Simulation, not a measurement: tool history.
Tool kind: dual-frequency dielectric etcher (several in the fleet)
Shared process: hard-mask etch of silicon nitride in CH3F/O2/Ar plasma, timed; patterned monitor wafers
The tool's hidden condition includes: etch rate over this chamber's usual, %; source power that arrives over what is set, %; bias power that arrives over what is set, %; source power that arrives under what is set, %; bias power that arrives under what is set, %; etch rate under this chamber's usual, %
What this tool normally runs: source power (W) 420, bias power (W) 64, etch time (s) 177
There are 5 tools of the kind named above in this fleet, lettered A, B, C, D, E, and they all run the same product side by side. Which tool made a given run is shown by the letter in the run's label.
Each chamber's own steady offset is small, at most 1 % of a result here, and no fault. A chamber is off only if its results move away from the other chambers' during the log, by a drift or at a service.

| run | hour | source power (W) | bias power (W) | etch time (s) | hours since the last wet clean | hours since the last source power generator calibration | hours since the last bias power generator calibration | read-back reference wafer on the same gauge, depth_nm | mean etch depth across the wafer (nm) |
|---|---|---|---|---|---|---|---|---|---|
| 1E | 2.6 | 420 | 64 | 177 | 441.3 | 4071.6 | 833.1 | 142.08 | 121.85 |
| 2D | 6.7 | 420 | 64 | 177 | 137.8 | 626.6 | 184 | 141.98 | 119.77 |
| 3A | 10 | 420 | 64 | 177 | 136.9 | 1684.4 | 1167.6 | 141.97 | 122.59 |
| 4B | 12.3 | 420 | 64 | 177 | 425.2 | 1194.6 | 424.9 | 141.94 | 120.98 |
| 5C | 14.6 | 420 | 64 | 177 | 558.9 | 3593.1 | 1981 | 141.99 | 121.61 |
|  | 16.1 | chamber E: wet clean of the chamber |
| 6B | 16.9 | 460 | 64 | 145 | 429.8 | 1199.2 | 429.5 | 142.04 | 102.7 |
| 7A | 20.2 | 460 | 64 | 145 | 147.1 | 1694.6 | 1177.8 | 142.13 | 104.31 |
| 8C | 24.6 | 460 | 64 | 145 | 568.9 | 3603.1 | 1991 | 141.96 | 102.72 |
| 9D | 27.9 | 460 | 64 | 145 | 159 | 647.8 | 205.2 | 142.07 | 102.28 |
|  | 28.8 | chamber C: wet clean of the chamber |
| 10E | 30.9 | 460 | 64 | 145 | 14.9 | 4099.9 | 861.4 | 141.99 | 103.33 |
| 11C | 35.5 | 420 | 64 | 177 | 6.8 | 3614 | 2001.9 | 141.9 | 119.86 |
| 12D | 38.5 | 420 | 64 | 177 | 169.6 | 658.4 | 215.8 | 141.85 | 120.17 |
| 13A | 42.9 | 420 | 64 | 177 | 169.8 | 1717.3 | 1200.5 | 141.98 | 122.16 |
| 14B | 47.5 | 420 | 64 | 177 | 460.4 | 1229.8 | 460.1 | 141.95 | 120.39 |
|  | 47.6 | chamber B: wet clean of the chamber |
| 15E | 50.1 | 420 | 64 | 177 | 34.1 | 4119.1 | 880.6 | 142.18 | 120.64 |
| 16D | 54.1 | 420 | 64 | 177 | 185.2 | 674 | 231.4 | 142.04 | 120.06 |
| 17B | 57 | 420 | 64 | 177 | 9.5 | 1239.3 | 469.6 | 141.93 | 125.9 |
| 18C | 61.1 | 420 | 64 | 177 | 32.4 | 3639.6 | 2027.5 | 141.93 | 121.16 |
| 19E | 65.2 | 420 | 64 | 177 | 49.2 | 4134.2 | 895.7 | 141.95 | 121.21 |
| 20A | 67.5 | 420 | 64 | 177 | 194.4 | 1741.9 | 1225.1 | 141.86 | 122.02 |
| 21A | 70.5 | 420 | 64 | 177 | 197.4 | 1744.9 | 1228.1 | 142.14 | 122.35 |
| 22C | 73.1 | 420 | 64 | 177 | 44.4 | 3651.6 | 2039.5 | 142.01 | 120.83 |
| 23E | 77.4 | 420 | 64 | 177 | 61.4 | 4146.4 | 907.9 | 142.08 | 121.44 |
| 24B | 81.6 | 420 | 64 | 177 | 34.1 | 1263.9 | 494.2 | 142.02 | 126.72 |
| 25D | 86.6 | 420 | 64 | 177 | 217.7 | 706.5 | 263.9 | 141.96 | 121.47 |
| 26A | 89.8 | 470 | 59 | 177 | 216.7 | 1764.2 | 1247.4 | 141.99 | 124.29 |
| 27D | 93.3 | 470 | 59 | 177 | 224.4 | 713.2 | 270.6 | 142.12 | 122.03 |
| 28C | 95.5 | 470 | 59 | 177 | 66.8 | 3674 | 2061.9 | 141.89 | 122.37 |
| 29E | 99.1 | 470 | 59 | 177 | 83.1 | 4168.1 | 929.6 | 142.01 | 123.41 |
| 30B | 102.9 | 470 | 59 | 177 | 55.4 | 1285.2 | 515.5 | 142.03 | 128.46 |
| 31E | 107.2 | 420 | 64 | 177 | 91.2 | 4176.2 | 937.7 | 141.9 | 120.65 |
| 32C | 111.7 | 420 | 64 | 143 | 83 | 3690.2 | 2078.1 | 141.99 | 97.292 |
| 33A | 116 | 420 | 64 | 143 | 242.9 | 1790.4 | 1273.6 | 141.91 | 99.279 |
| 34D | 120.1 | 420 | 64 | 143 | 251.2 | 740 | 297.4 | 142.03 | 97.449 |
| 35B | 123.5 | 420 | 64 | 143 | 76 | 1305.8 | 536.1 | 141.97 | 102.2 |

Read the log: is a single chamber off, either drifting away or since a service, is the gauge that measures every chamber drifting, or is nothing wrong beyond small per-chamber offsets? Name any odd chamber and what most likely caused it.

The work done on chamber B during a service left it standing apart from the others.
Most likely cause: etch rate over this chamber's usual, % = 4.76.

Which of the 4 candidates below, each the usual settings with something changed and its results left as question marks, puts chamber B back in line with what the other chambers give on the usual settings?
A result is in line if it is within this distance of the other chambers' mean on the usual settings: mean etch depth across the wafer (nm) 1.6
| 36B-1 | 127 | 420 | 65 | 183.5 |  |  |  |  | ? |
| 36B-2 | 127 | 420 | 49 | 177 |  |  |  |  | ? |
| 36B-3 | 127 | 420 | 64 | 170 |  |  |  |  | ? |
| 36B-4 | 127 | 420 | 64 | 192 |  |  |  |  | ? |

Mean of the other chambers on the usual settings: mean etch depth across the wafer (nm) 121.26
| run | mean etch depth across the wafer (nm) |
|---|---|
| 36B-1 | 131.97 |
| 36B-2 | 116.36 |
| 36B-3 | 121.64 |
| 36B-4 | 137.38 |
The answer is 36B-3, which returns the chamber to within the allowed miss of the others.

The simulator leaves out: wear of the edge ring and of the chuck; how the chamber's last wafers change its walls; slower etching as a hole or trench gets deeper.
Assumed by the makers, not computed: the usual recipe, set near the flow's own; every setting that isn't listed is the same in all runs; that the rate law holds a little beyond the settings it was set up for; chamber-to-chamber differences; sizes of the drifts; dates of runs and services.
